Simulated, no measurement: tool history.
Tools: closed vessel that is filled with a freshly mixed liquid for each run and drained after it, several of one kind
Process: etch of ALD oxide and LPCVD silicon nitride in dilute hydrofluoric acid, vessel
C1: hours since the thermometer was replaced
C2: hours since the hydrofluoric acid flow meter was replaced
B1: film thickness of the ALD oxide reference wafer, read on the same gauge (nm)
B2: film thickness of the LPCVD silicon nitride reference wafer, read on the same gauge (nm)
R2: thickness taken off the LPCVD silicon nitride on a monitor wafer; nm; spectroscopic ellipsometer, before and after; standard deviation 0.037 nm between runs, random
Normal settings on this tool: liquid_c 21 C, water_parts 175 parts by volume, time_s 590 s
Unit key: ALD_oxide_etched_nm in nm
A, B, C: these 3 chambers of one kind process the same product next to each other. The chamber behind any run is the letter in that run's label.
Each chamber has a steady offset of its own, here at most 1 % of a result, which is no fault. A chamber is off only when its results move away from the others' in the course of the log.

Run 1B, day 0.3: usual settings; C1 1603; C2 297; B1 140.02; B2 60.001. Result: ALD_oxide_etched_nm 37.461 nm, R2 1.3966 nm.
Run 2A, day 0.571: usual settings; C1 256.8; C2 982.3; B1 139.98; B2 59.994. Result: ALD_oxide_etched_nm 37.313 nm, R2 1.485 nm.
Run 3C, day 0.883: usual settings; C1 79.6; C2 530.8; B1 140; B2 59.986. Result: ALD_oxide_etched_nm 38.256 nm, R2 1.4405 nm.
Run 4B, day 1.104: usual settings; C1 1622.3; C2 316.3; B1 140.01; B2 60.016. Result: ALD_oxide_etched_nm 37.207 nm, R2 1.3826 nm.
Run 5A, day 1.388: usual settings; C1 276.4; C2 1001.9; B1 140.02; B2 59.985. Result: ALD_oxide_etched_nm 36.55 nm, R2 1.3757 nm.
Run 6C, day 1.679: usual settings; C1 98.7; C2 549.9; B1 140; B2 59.977. Result: ALD_oxide_etched_nm 38.364 nm, R2 1.4206 nm.
Run 7A, day 1.967: usual settings; C1 290.3; C2 1015.8; B1 140.02; B2 60.003. Result: ALD_oxide_etched_nm 35.729 nm, R2 1.4596 nm.
Run 8B, day 2.146: usual settings; C1 1647.3; C2 341.3; B1 140.01; B2 59.978. Result: ALD_oxide_etched_nm 37.651 nm, R2 1.4992 nm.
Run 9C, day 2.433: usual settings; C1 116.8; C2 568; B1 139.99; B2 60.02. Result: ALD_oxide_etched_nm 37.981 nm, R2 1.5454 nm.
Run 10A, day 2.642: usual settings; C1 306.5; C2 1032; B1 140.01; B2 60.005. Result: ALD_oxide_etched_nm 35.21 nm, R2 1.3659 nm.
Run 11B, day 2.829: usual settings; C1 1663.7; C2 357.7; B1 140.01; B2 59.986. Result: ALD_oxide_etched_nm 37.616 nm, R2 1.475 nm.
Run 12C, day 3.083: usual settings but water_parts 135 parts by volume; C1 132.4; C2 583.6; B1 140.02; B2 60.008. Result: ALD_oxide_etched_nm 51.444 nm, R2 1.8627 nm.
Run 13C, day 3.408: usual settings but water_parts 135 parts by volume; C1 140.2; C2 591.4; B1 139.99; B2 59.976. Result: ALD_oxide_etched_nm 50.823 nm, R2 1.9301 nm.
Run 14B, day 3.646: usual settings but water_parts 135 parts by volume; C1 1683.3; C2 377.3; B1 140.01; B2 59.992. Result: ALD_oxide_etched_nm 49.747 nm, R2 1.8239 nm.
Run 15A, day 3.929: usual settings but time_s 810 s; C1 337.4; C2 1062.9; B1 140.01; B2 59.999. Result: ALD_oxide_etched_nm 47.052 nm, R2 1.7806 nm.
Run 16C, day 4.25: usual settings but time_s 810 s; C1 160.4; C2 611.6; B1 140.02; B2 60.032. Result: ALD_oxide_etched_nm 51.92 nm, R2 2.0064 nm.
Run 17A, day 4.4: usual settings but time_s 810 s; C1 348.7; C2 1074.2; B1 140; B2 59.983. Result: ALD_oxide_etched_nm 46.109 nm, R2 1.925 nm.
Run 18B, day 4.575: usual settings; C1 1705.6; C2 399.6; B1 140; B2 60.012. Result: ALD_oxide_etched_nm 38.091 nm, R2 1.46 nm.
Run 19C, day 4.842: usual settings but water_parts 130 parts by volume, time_s 700 s; C1 174.6; C2 625.8; B1 140; B2 60. Result: ALD_oxide_etched_nm 63.161 nm, R2 2.3378 nm.
Run 20A, day 5.142: usual settings but water_parts 130 parts by volume, time_s 700 s; C1 366.5; C2 1092; B1 140; B2 60.016. Result: ALD_oxide_etched_nm 55.671 nm, R2 2.1448 nm.
Run 21B, day 5.321: usual settings but water_parts 130 parts by volume, time_s 700 s; C1 1723.5; C2 417.5; B1 139.99; B2 60.009. Result: ALD_oxide_etched_nm 62.188 nm, R2 2.1976 nm.

For the next run the whole fleet of 3 chambers uses the same settings. Give each chamber's results:
Run 22A, day 5.558: usual settings but liquid_c 18 C. Result: ALD_oxide_etched_nm ?, R2 ?.
Run 22B, day 5.558: usual settings but liquid_c 18 C. Result: ALD_oxide_etched_nm ?, R2 ?.
Run 22C, day 5.558: usual settings but liquid_c 18 C. Result: ALD_oxide_etched_nm ?, R2 ?.

run  ALD_oxide_etched_nm      R2
22A               29.312  1.0776
22B               33.593  1.1964
22C               33.517  1.2399
